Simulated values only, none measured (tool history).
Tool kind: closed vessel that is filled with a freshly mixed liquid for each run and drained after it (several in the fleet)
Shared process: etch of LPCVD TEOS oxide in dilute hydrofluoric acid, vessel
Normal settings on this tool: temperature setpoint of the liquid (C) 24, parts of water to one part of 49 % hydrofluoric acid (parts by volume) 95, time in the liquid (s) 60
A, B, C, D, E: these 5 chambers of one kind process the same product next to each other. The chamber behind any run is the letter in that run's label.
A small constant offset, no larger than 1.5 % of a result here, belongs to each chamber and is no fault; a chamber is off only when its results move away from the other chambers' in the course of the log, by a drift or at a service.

run,hour,temperature setpoint of the liquid (C),parts of water to one part of 49 % hydrofluoric acid (parts by volume),time in the liquid (s),"read-back film thickness of the LPCVD TEOS oxide reference wafer, read on the same gauge (nm)",thickness taken off the LPCVD TEOS oxide on a monitor wafer (nm)
1C,11.1,24,95,60,140.02,27.081
# hour 15.8: chamber B: hydrofluoric acid flow meter replaced
# hour 22.4: chamber A: thermometer replaced
2D,23.3,24,95,60,139.99,27.147
3B,31.3,24,95,60,140.03,27.354
4E,41.5,24,95,60,140,27.286
5A,53.2,24,95,60,140.02,27.521
6B,63.6,24,95,60,139.97,26.944
7C,71.1,24,95,60,139.98,26.877
# hour 76.1: chamber E: hydrofluoric acid flow meter replaced
8D,83,24,95,60,140.02,27.321
9E,90,24,95,60,139.99,27.249
10A,97.1,24,95,60,140.01,27.744
11D,103.7,24,95,60,140,27.446
12A,115.5,24,95,60,140.01,27.979
13B,121,24,95,35,140.04,15.375
14E,131.7,24,95,35,140.02,15.748
15C,137.9,24,95,35,139.97,15.924
16E,143.5,24,95,35,140,16.043
17A,148.8,24,95,35,139.99,16.093
18D,156.9,24,95,60,139.96,27.038
19C,166.7,24,95,60,140.01,27.175
20B,176.3,28,45,60,139.97,72.85
21C,185.2,28,45,60,139.98,72.916
22B,194.6,28,45,60,140.01,73.69
23A,203.1,28,45,60,139.99,73.595
24E,214.4,28,45,60,140.01,73.321
25D,226.1,24,95,60,140,27.341
26E,237.9,24,95,60,139.97,27.323
27A,250,24,95,60,139.99,28.711
28D,258.2,24,95,60,140.01,26.874
29C,270.1,24,95,60,140.04,27.334
30B,278.1,24,95,60,139.99,26.719
31D,283.4,21.5,95,75,140.05,30.529
32E,295.2,21.5,95,75,139.99,30.963
33A,300.9,21.5,95,75,139.93,33.246
34B,307,21.5,95,75,140.02,30.371
35C,312.6,21.5,95,75,139.96,30.763
36D,319.3,24,95,60,140,27.383
37B,328.9,24,95,60,140.04,26.804
38A,338.3,24,95,60,140.02,29.485
39E,348.7,24,95,60,140.02,27.205

Decide between three cases: one chamber stands off from its peers, the gauge reading all wafers drifts, or nothing is wrong past each chamber's small offset. Where a chamber is off, say which and what most likely put it there.

One chamber, A, drifts off from the rest bit by bit.
Likeliest cause: hydrofluoric acid flow above the setpoint (%) = 7.28.
The log might look much the same if the cause were instead: liquid hotter than its thermometer reads (K).

Which of the 4 candidates below, each the usual settings with something changed and its results left as question marks, puts chamber A back in line with what the other chambers give on the usual settings?
In-line tolerance around the mean of the other chambers on the usual settings: thickness taken off the LPCVD TEOS oxide on a monitor wafer (nm) 0.77
40A-1,357.5,24,95,55,,?
40A-2,357.5,24.5,85,60,,?
40A-3,357.5,24,100,55,,?
40A-4,357.5,26,95,60,,?

Mean of the other chambers on the usual settings: thickness taken off the LPCVD TEOS oxide on a monitor wafer (nm) 27.188
run,thickness taken off the LPCVD TEOS oxide on a monitor wafer (nm)
40A-1,27.233
40A-2,34.21
40A-3,25.743
40A-4,32.13
40A-1 brings the chamber back in line.
